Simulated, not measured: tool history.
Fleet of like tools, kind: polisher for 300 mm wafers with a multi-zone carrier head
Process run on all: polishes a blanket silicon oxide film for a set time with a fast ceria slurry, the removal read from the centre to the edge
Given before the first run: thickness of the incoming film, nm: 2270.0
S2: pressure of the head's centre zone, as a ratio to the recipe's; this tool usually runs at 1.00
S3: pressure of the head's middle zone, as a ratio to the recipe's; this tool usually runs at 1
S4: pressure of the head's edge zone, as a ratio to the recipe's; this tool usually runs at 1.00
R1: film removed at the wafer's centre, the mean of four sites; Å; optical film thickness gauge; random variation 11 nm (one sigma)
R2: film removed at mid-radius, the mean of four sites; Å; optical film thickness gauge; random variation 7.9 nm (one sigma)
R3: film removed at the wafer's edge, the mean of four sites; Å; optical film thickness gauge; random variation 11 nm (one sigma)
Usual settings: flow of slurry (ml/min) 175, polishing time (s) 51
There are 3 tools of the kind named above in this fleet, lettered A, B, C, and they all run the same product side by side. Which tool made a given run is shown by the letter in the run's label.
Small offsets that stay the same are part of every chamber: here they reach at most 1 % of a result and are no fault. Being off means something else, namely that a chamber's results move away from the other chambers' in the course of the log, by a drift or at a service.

Run 1B, day 0.388: usual settings. Result: R1 8453.5 Å, R2 8633.4 Å, R3 8809.4 Å.
At day 0.688: chamber C: worn pad replaced by a new one.
Run 2C, day 0.929: usual settings. Result: R1 8552.2 Å, R2 8381.2 Å, R3 8458.4 Å.
Run 3A, day 1.383: usual settings. Result: R1 8690.8 Å, R2 8646.6 Å, R3 8562.7 Å.
Run 4B, day 1.821: usual settings. Result: R1 8691.1 Å, R2 8680.4 Å, R3 8566.3 Å.
At day 2.346: chamber A: worn pad replaced by a new one.
Run 5C, day 2.404: usual settings. Result: R1 8543.0 Å, R2 8655.7 Å, R3 8673.3 Å.
Run 6A, day 2.929: usual settings. Result: R1 8582.2 Å, R2 8491.3 Å, R3 8647.2 Å.
At day 3.104: chamber B: worn pad replaced by a new one.
Run 7A, day 3.271: usual settings. Result: R1 8735.0 Å, R2 8671.1 Å, R3 8631.5 Å.
Run 8B, day 3.875: usual settings but flow of slurry (ml/min) 230, S4 1.06. Result: R1 9081.2 Å, R2 8929.4 Å, R3 9294.7 Å.
At day 4.446: chamber C: slurry nozzle cleaned.
Run 9C, day 4.454: usual settings but flow of slurry (ml/min) 230, S4 1.06. Result: R1 8731.9 Å, R2 9032.8 Å, R3 9195.2 Å.
Run 10C, day 4.983: usual settings but flow of slurry (ml/min) 230, S4 1.06. Result: R1 8838.3 Å, R2 8939.5 Å, R3 9164.6 Å.
At day 5.108: chamber C: worn pad replaced by a new one.
Run 11A, day 5.350: usual settings. Result: R1 8716.9 Å, R2 8466.2 Å, R3 8679.1 Å.
Run 12B, day 5.671: usual settings. Result: R1 8565.4 Å, R2 8486.4 Å, R3 8825.7 Å.
At day 6.146: chamber A: worn pad replaced by a new one.
Run 13A, day 6.171: usual settings. Result: R1 8589.1 Å, R2 8489.7 Å, R3 8485.2 Å.
Run 14B, day 6.612: usual settings. Result: R1 8489.2 Å, R2 8683.3 Å, R3 8643.8 Å.
Run 15C, day 7.050: usual settings. Result: R1 8653.5 Å, R2 8592.0 Å, R3 8552.8 Å.
At day 7.433: chamber B: worn pad replaced by a new one.
Run 16B, day 7.708: usual settings. Result: R1 8496.9 Å, R2 8635.5 Å, R3 8511.1 Å.
Run 17C, day 8.142: usual settings. Result: R1 8407.1 Å, R2 8571.1 Å, R3 8592.8 Å.
Run 18A, day 8.538: usual settings but S2 1.12, S4 1.09. Result: R1 9802.3 Å, R2 8566.5 Å, R3 9037.9 Å.
Run 19C, day 8.858: usual settings but S2 1.12, S4 1.09. Result: R1 9451.6 Å, R2 8539.0 Å, R3 9144.9 Å.
Run 20A, day 9.254: usual settings but S2 1.12, S4 1.09. Result: R1 9933.1 Å, R2 8534.1 Å, R3 8943.3 Å.
At day 9.296: chamber C: worn pad replaced by a new one.
Run 21B, day 9.804: usual settings. Result: R1 8743.2 Å, R2 8586.1 Å, R3 8463.6 Å.
At day 10.054: chamber C: centre zone pressure recalibrated.
Run 22C, day 10.150: usual settings. Result: R1 8552.3 Å, R2 8481.3 Å, R3 8763.6 Å.
At day 10.600: chamber A: worn pad replaced by a new one.
Run 23A, day 10.700: usual settings. Result: R1 8621.0 Å, R2 8470.5 Å, R3 8710.4 Å.
At day 10.888: chamber A: centre zone pressure recalibrated.
Run 24B, day 11.200: usual settings but flow of slurry (ml/min) 200, polishing time (s) 65. Result: R1 11184.0 Å, R2 10929.0 Å, R3 11238.0 Å.
Run 25C, day 11.533: usual settings but flow of slurry (ml/min) 200, polishing time (s) 65. Result: R1 11001.0 Å, R2 11309.0 Å, R3 11039.0 Å.
At day 11.771: chamber B: worn pad replaced by a new one.
Run 26A, day 12.050: usual settings but flow of slurry (ml/min) 200, polishing time (s) 65. Result: R1 11111.0 Å, R2 11208.0 Å, R3 11030.0 Å.
Run 27B, day 12.475: usual settings. Result: R1 8626.8 Å, R2 8615.5 Å, R3 8554.8 Å.
At day 12.804: chamber C: worn pad replaced by a new one.
Run 28A, day 12.875: usual settings. Result: R1 8873.7 Å, R2 8483.8 Å, R3 8682.4 Å.
Run 29B, day 13.533: usual settings. Result: R1 8631.1 Å, R2 8427.0 Å, R3 8664.4 Å.
Run 30C, day 14.008: usual settings. Result: R1 8371.4 Å, R2 8664.8 Å, R3 8498.1 Å.
At day 14.312: chamber A: worn pad replaced by a new one.
Run 31B, day 14.658: usual settings but S2 1.10, polishing time (s) 58. Result: R1 10759.0 Å, R2 9813.0 Å, R3 9672.9 Å.
Run 32C, day 15.258: usual settings but S2 1.10, polishing time (s) 58. Result: R1 10932.0 Å, R2 9842.7 Å, R3 9889.1 Å.
At day 15.375: chamber B: worn pad replaced by a new one.
Run 33A, day 15.662: usual settings but S2 1.10, polishing time (s) 58. Result: R1 10952.0 Å, R2 9677.6 Å, R3 9874.4 Å.
Run 34C, day 16.150: usual settings. Result: R1 8588.0 Å, R2 8482.3 Å, R3 8763.2 Å.
At day 16.658: chamber C: worn pad replaced by a new one.
Run 35B, day 16.754: usual settings. Result: R1 8421.9 Å, R2 8516.1 Å, R3 8506.4 Å.
At day 16.900: chamber A: edge zone pressure recalibrated.
Run 36A, day 17.146: usual settings but S2 0.93, S4 0.94. Result: R1 7870.7 Å, R2 8552.0 Å, R3 8170.4 Å.
Run 37A, day 17.658: usual settings but S2 0.93, S4 0.94. Result: R1 7965.1 Å, R2 8716.6 Å, R3 8343.5 Å.
At day 18.075: chamber A: worn pad replaced by a new one.
Run 38B, day 18.279: usual settings but S2 0.93, S4 0.94. Result: R1 7985.7 Å, R2 8586.0 Å, R3 8236.7 Å.
Run 39C, day 18.921: usual settings. Result: R1 8592.6 Å, R2 8548.7 Å, R3 8840.0 Å.
At day 19.521: chamber B: worn pad replaced by a new one.
Run 40A, day 19.554: usual settings. Result: R1 8428.6 Å, R2 8500.6 Å, R3 8690.7 Å.
Run 41B, day 20.038: usual settings. Result: R1 8655.0 Å, R2 8336.8 Å, R3 8537.3 Å.

Predict what each chamber gives when all 3 of them run the settings below next.
Run 42A, day 20.521: usual settings. Result: R1 ?, R2 ?, R3 ?.
Run 42B, day 20.521: usual settings. Result: R1 ?, R2 ?, R3 ?.
Run 42C, day 20.521: usual settings. Result: R1 ?, R2 ?, R3 ?.

run      R1      R2      R3
42A  8628.5  8539.4  8702.2
42B  8411.0  8393.7  8628.6
42C  8455.0  8703.5  8896.9
